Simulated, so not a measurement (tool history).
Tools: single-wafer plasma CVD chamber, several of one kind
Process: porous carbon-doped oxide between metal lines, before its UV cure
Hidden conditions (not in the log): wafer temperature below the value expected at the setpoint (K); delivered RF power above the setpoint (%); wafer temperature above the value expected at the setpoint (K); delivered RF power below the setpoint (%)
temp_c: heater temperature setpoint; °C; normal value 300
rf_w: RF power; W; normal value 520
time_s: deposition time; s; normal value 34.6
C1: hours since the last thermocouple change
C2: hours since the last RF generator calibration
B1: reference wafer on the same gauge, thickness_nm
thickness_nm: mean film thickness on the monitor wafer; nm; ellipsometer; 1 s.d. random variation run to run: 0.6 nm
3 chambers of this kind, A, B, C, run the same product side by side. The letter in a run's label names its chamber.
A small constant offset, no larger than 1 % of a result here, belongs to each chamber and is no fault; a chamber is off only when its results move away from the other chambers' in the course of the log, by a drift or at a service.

{"run": "1C", "hour": 11.5, "temp_c": 300, "rf_w": 520, "time_s": 34.6, "C1": 154.8, "C2": 436.5, "B1": 203.07, "thickness_nm": 189.64}
{"run": "2A", "hour": 19.1, "temp_c": 300, "rf_w": 520, "time_s": 34.6, "C1": 2374.9, "C2": 860.3, "B1": 202.97, "thickness_nm": 189.77}
{"run": "3B", "hour": 31.4, "temp_c": 300, "rf_w": 520, "time_s": 34.6, "C1": 646.0, "C2": 989.7, "B1": 202.94, "thickness_nm": 190.37}
{"run": "4B", "hour": 41.8, "temp_c": 300, "rf_w": 520, "time_s": 34.6, "C1": 656.4, "C2": 1000.1, "B1": 203.07, "thickness_nm": 190.26}
{"run": "5A", "hour": 48.4, "temp_c": 300, "rf_w": 520, "time_s": 34.6, "C1": 2404.2, "C2": 889.6, "B1": 203.07, "thickness_nm": 191.19}
{"run": "6C", "hour": 62.3, "temp_c": 300, "rf_w": 520, "time_s": 34.6, "C1": 205.6, "C2": 487.3, "B1": 203.0, "thickness_nm": 190.08}
{"run": "7A", "hour": 69.0, "temp_c": 300, "rf_w": 520, "time_s": 34.6, "C1": 2424.8, "C2": 910.2, "B1": 203.0, "thickness_nm": 191.27}
{"run": "8C", "hour": 81.4, "temp_c": 300, "rf_w": 520, "time_s": 34.6, "C1": 224.7, "C2": 506.4, "B1": 203.09, "thickness_nm": 190.48}
{"run": "9B", "hour": 88.8, "temp_c": 300, "rf_w": 520, "time_s": 34.6, "C1": 703.4, "C2": 1047.1, "B1": 202.94, "thickness_nm": 190.41}
{"run": "10B", "hour": 98.5, "temp_c": 300, "rf_w": 520, "time_s": 34.6, "C1": 713.1, "C2": 1056.8, "B1": 202.97, "thickness_nm": 190.53}
{"run": "11C", "hour": 110.2, "temp_c": 300, "rf_w": 520, "time_s": 34.6, "C1": 253.5, "C2": 535.2, "B1": 203.07, "thickness_nm": 189.86}
{"run": "12A", "hour": 121.0, "temp_c": 300, "rf_w": 520, "time_s": 34.6, "C1": 2476.8, "C2": 962.2, "B1": 202.91, "thickness_nm": 190.89}
{"run": "13A", "hour": 131.2, "temp_c": 300, "rf_w": 520, "time_s": 34.6, "C1": 2487.0, "C2": 972.4, "B1": 203.0, "thickness_nm": 190.55}
{"run": "14C", "hour": 138.6, "temp_c": 300, "rf_w": 520, "time_s": 34.6, "C1": 281.9, "C2": 563.6, "B1": 203.05, "thickness_nm": 189.82}
{"run": "15B", "hour": 150.9, "temp_c": 300, "rf_w": 485, "time_s": 30.0, "C1": 765.5, "C2": 1109.2, "B1": 202.99, "thickness_nm": 158.01}
{"run": "16C", "hour": 162.5, "temp_c": 300, "rf_w": 485, "time_s": 30.0, "C1": 305.8, "C2": 587.5, "B1": 202.99, "thickness_nm": 157.93}
{"run": "17A", "hour": 172.7, "temp_c": 300, "rf_w": 485, "time_s": 30.0, "C1": 2528.5, "C2": 1013.9, "B1": 203.03, "thickness_nm": 158.94}
{"run": "18B", "hour": 186.1, "temp_c": 300, "rf_w": 585, "time_s": 34.6, "C1": 800.7, "C2": 1144.4, "B1": 202.98, "thickness_nm": 204.72}
{"hour": 188.2, "done": "chamber A: thermocouple changed; heater temperature recalibrated"}
{"run": "19C", "hour": 196.6, "temp_c": 300, "rf_w": 585, "time_s": 34.6, "C1": 339.9, "C2": 621.6, "B1": 203.14, "thickness_nm": 205.8}
{"run": "20B", "hour": 205.7, "temp_c": 300, "rf_w": 585, "time_s": 34.6, "C1": 820.3, "C2": 1164.0, "B1": 202.93, "thickness_nm": 205.62}
{"run": "21A", "hour": 219.6, "temp_c": 300, "rf_w": 520, "time_s": 34.6, "C1": 31.5, "C2": 1060.8, "B1": 202.99, "thickness_nm": 196.95}
{"run": "22B", "hour": 233.3, "temp_c": 300, "rf_w": 520, "time_s": 34.6, "C1": 847.9, "C2": 1191.6, "B1": 203.0, "thickness_nm": 190.46}
{"run": "23A", "hour": 241.5, "temp_c": 300, "rf_w": 520, "time_s": 34.6, "C1": 53.4, "C2": 1082.7, "B1": 202.91, "thickness_nm": 197.15}
{"run": "24C", "hour": 247.6, "temp_c": 300, "rf_w": 520, "time_s": 34.6, "C1": 390.9, "C2": 672.6, "B1": 203.0, "thickness_nm": 189.29}
{"run": "25A", "hour": 254.5, "temp_c": 300, "rf_w": 520, "time_s": 34.6, "C1": 66.4, "C2": 1095.7, "B1": 203.0, "thickness_nm": 197.71}
{"run": "26B", "hour": 265.7, "temp_c": 300, "rf_w": 520, "time_s": 34.6, "C1": 880.3, "C2": 1224.0, "B1": 203.05, "thickness_nm": 190.02}
{"run": "27C", "hour": 274.6, "temp_c": 300, "rf_w": 520, "time_s": 34.6, "C1": 417.9, "C2": 699.6, "B1": 203.12, "thickness_nm": 189.12}
{"run": "28A", "hour": 288.7, "temp_c": 300, "rf_w": 520, "time_s": 34.6, "C1": 100.6, "C2": 1129.9, "B1": 202.83, "thickness_nm": 197.55}
{"run": "29C", "hour": 300.2, "temp_c": 300, "rf_w": 520, "time_s": 34.6, "C1": 443.5, "C2": 725.2, "B1": 203.01, "thickness_nm": 189.27}
{"run": "30B", "hour": 311.8, "temp_c": 300, "rf_w": 520, "time_s": 34.6, "C1": 926.4, "C2": 1270.1, "B1": 203.13, "thickness_nm": 190.95}
{"run": "31B", "hour": 324.6, "temp_c": 300, "rf_w": 520, "time_s": 34.6, "C1": 939.2, "C2": 1282.9, "B1": 203.13, "thickness_nm": 190.47}
{"run": "32C", "hour": 332.6, "temp_c": 300, "rf_w": 520, "time_s": 34.6, "C1": 475.9, "C2": 757.6, "B1": 202.75, "thickness_nm": 189.42}
{"run": "33A", "hour": 343.2, "temp_c": 300, "rf_w": 520, "time_s": 34.6, "C1": 155.1, "C2": 1184.4, "B1": 203.07, "thickness_nm": 197.07}
{"run": "34B", "hour": 350.9, "temp_c": 300, "rf_w": 520, "time_s": 34.6, "C1": 965.5, "C2": 1309.2, "B1": 202.99, "thickness_nm": 190.55}
{"run": "35C", "hour": 357.3, "temp_c": 300, "rf_w": 520, "time_s": 34.6, "C1": 500.6, "C2": 782.3, "B1": 203.07, "thickness_nm": 189.53}
{"run": "36A", "hour": 366.5, "temp_c": 300, "rf_w": 520, "time_s": 34.6, "C1": 178.4, "C2": 1207.7, "B1": 202.86, "thickness_nm": 197.83}
{"run": "37A", "hour": 377.3, "temp_c": 300, "rf_w": 520, "time_s": 34.6, "C1": 189.2, "C2": 1218.5, "B1": 202.91, "thickness_nm": 198.0}
{"run": "38C", "hour": 390.0, "temp_c": 300, "rf_w": 520, "time_s": 34.6, "C1": 533.3, "C2": 815.0, "B1": 203.07, "thickness_nm": 189.87}
{"run": "39B", "hour": 403.5, "temp_c": 300, "rf_w": 520, "time_s": 34.6, "C1": 1018.1, "C2": 1361.8, "B1": 203.01, "thickness_nm": 190.12}
{"run": "40C", "hour": 414.6, "temp_c": 300, "rf_w": 520, "time_s": 34.6, "C1": 557.9, "C2": 839.6, "B1": 202.96, "thickness_nm": 189.66}
{"hour": 415.6, "done": "chamber B: RF generator calibrated"}
{"run": "41B", "hour": 422.1, "temp_c": 300, "rf_w": 520, "time_s": 34.6, "C1": 1036.7, "C2": 6.6, "B1": 203.1, "thickness_nm": 191.09}

The same settings go to every chamber for the next run, one line per chamber below. Forecast the results for each:
{"run": "42A", "hour": 432.2, "temp_c": 300, "rf_w": 520, "time_s": 27.9, "thickness_nm": "?"}
{"run": "42B", "hour": 432.2, "temp_c": 300, "rf_w": 520, "time_s": 27.9, "thickness_nm": "?"}
{"run": "42C", "hour": 432.2, "temp_c": 300, "rf_w": 520, "time_s": 27.9, "thickness_nm": "?"}

run=42A thickness_nm=160.02
run=42B thickness_nm=154.38
run=42C thickness_nm=154.37
